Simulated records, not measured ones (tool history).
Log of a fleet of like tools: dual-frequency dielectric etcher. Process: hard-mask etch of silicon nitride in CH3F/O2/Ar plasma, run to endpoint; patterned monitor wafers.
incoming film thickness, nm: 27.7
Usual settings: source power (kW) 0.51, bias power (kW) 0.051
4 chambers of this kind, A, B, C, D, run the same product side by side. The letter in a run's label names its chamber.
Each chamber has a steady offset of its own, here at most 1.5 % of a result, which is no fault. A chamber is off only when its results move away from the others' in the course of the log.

run   hour  source power (kW)  bias power (kW)  endpoint time (s)
 1C    4.5               0.51            0.051             41.431
 2D   10.1               0.51            0.051             40.909
 3B   16.7               0.51            0.051             40.637
 4A     23               0.51            0.051             40.723
 5C     29               0.51            0.051             41.576
 6B   34.3               0.51            0.051             40.573
 7D   40.2               0.61            0.063             35.539
 8A   46.6               0.61            0.063             35.536
 9D   53.4               0.61            0.063             35.393
10B   60.1               0.61            0.063             35.082
11A   66.7               0.51            0.051             40.689
      71.3  -- chamber D: wet clean of the chamber
12C   72.2               0.51            0.051              41.59
13B   76.1               0.51            0.051             40.212
14A   82.7               0.51            0.051             40.597
15D   87.8               0.51            0.051             40.137
16C     94               0.51            0.051             41.624
17D    100               0.58            0.051               38.4
18C  103.2               0.58            0.051             39.641
19B  106.4               0.58            0.051             37.961
20A  111.3               0.58            0.051             38.793
21C  116.1               0.46            0.056             41.999
22D  121.6               0.46            0.056             40.818
23B    128               0.46            0.056             39.739
24A  135.1               0.46            0.056             41.145
25C  140.1               0.51            0.051             41.082

Is one chamber off against the others, does the gauge drift, or is nothing wrong? If a chamber is off, say which, and what the likeliest cause is.

Chamber B drifts away from the others.
Cause: etch rate over this chamber's usual, % = 4.02.

Here are 4 candidates for chamber B's next run, each the usual settings with a change, their results left as question marks. Which one brings its results back in line with what the others give on the usual settings?
In line means no further than this from the other chambers' mean on the usual settings: endpoint time (s) 0.69
26B-1  145.2               0.48            0.048                  ?
26B-2  145.2               0.49            0.051                  ?
26B-3  145.2               0.51            0.053                  ?
26B-4  145.2               0.51            0.058                  ?

The other chambers' mean on the usual settings: endpoint time (s) 40.926
  run  endpoint time (s)
26B-1             40.923
26B-2              39.86
26B-3             38.789
26B-4             37.717
26B-1 brings the chamber back in line.

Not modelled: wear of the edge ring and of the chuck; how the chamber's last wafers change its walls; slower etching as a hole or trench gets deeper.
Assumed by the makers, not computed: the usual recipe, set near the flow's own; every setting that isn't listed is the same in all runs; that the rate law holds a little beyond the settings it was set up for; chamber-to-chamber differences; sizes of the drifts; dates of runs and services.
